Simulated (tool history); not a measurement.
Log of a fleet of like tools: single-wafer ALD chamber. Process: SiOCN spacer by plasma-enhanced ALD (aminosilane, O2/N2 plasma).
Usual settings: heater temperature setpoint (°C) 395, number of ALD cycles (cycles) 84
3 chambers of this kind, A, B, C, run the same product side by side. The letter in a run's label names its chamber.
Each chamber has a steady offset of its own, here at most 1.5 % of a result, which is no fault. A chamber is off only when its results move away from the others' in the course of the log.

run,day,heater temperature setpoint (°C),number of ALD cycles (cycles),hours since the last thermocouple change,"read-back reference wafer on the same gauge, thickness_nm",mean film thickness on the monitor wafer (Å)
1A,0.200,395,84,713.4,5.1904,50.561
2B,0.525,395,84,13.8,5.1965,51.338
3C,0.929,395,84,550.2,5.1872,49.945
4B,1.258,395,84,31.4,5.1923,51.155
5C,1.529,390,78,564.6,5.1933,47.411
6A,1.754,390,78,750.7,5.1919,45.986
7B,2.096,390,78,51.5,5.1953,46.930
8C,2.392,395,84,585.3,5.1882,50.770
9A,2.738,395,84,774.3,5.1844,50.054
10C,3.142,395,84,603.3,5.1919,51.158
11B,3.521,395,84,85.7,5.1911,50.715
12A,3.862,395,84,801.3,5.1873,49.955
13A,4.067,395,84,806.2,5.1831,49.801
14C,4.283,395,84,630.7,5.1994,50.598
15B,4.646,395,84,112.7,5.1923,50.815
16C,4.938,395,84,646.4,5.1890,50.502
17A,5.150,395,84,832.2,5.1902,49.732
18B,5.554,395,97,134.5,5.1930,58.946
19B,5.925,395,97,143.4,5.1954,58.977
20A,6.142,395,97,856.0,5.1946,57.766
21C,6.383,395,84,681.1,5.1900,50.716
22C,6.704,395,84,688.8,5.1901,50.552
23B,6.992,395,84,169.0,5.1889,50.952
24A,7.238,395,84,882.3,5.1963,50.082
25C,7.438,395,84,706.4,5.1934,50.164
26B,7.629,395,84,184.3,5.1926,50.648
27A,8.029,395,84,901.3,5.1834,50.082
28A,8.367,395,84,909.4,5.1802,49.788
29B,8.646,395,84,208.7,5.1910,50.876
30C,9.046,395,84,745.0,5.1868,51.074
31A,9.388,395,84,933.9,5.1915,50.239
32C,9.617,395,84,758.7,5.1928,50.759
33B,9.954,395,84,240.1,5.1902,50.949
34A,10.158,395,84,952.4,5.1870,49.254
35C,10.388,395,84,777.2,5.1921,50.517
36B,10.754,408,84,259.3,5.1835,49.720

Next, every chamber runs the same settings. What will each give?
37A,11.050,395,76,,,?
37B,11.050,395,76,,,?
37C,11.050,395,76,,,?

run,mean film thickness on the monitor wafer (Å)
37A,45.272
37B,45.787
37C,45.845

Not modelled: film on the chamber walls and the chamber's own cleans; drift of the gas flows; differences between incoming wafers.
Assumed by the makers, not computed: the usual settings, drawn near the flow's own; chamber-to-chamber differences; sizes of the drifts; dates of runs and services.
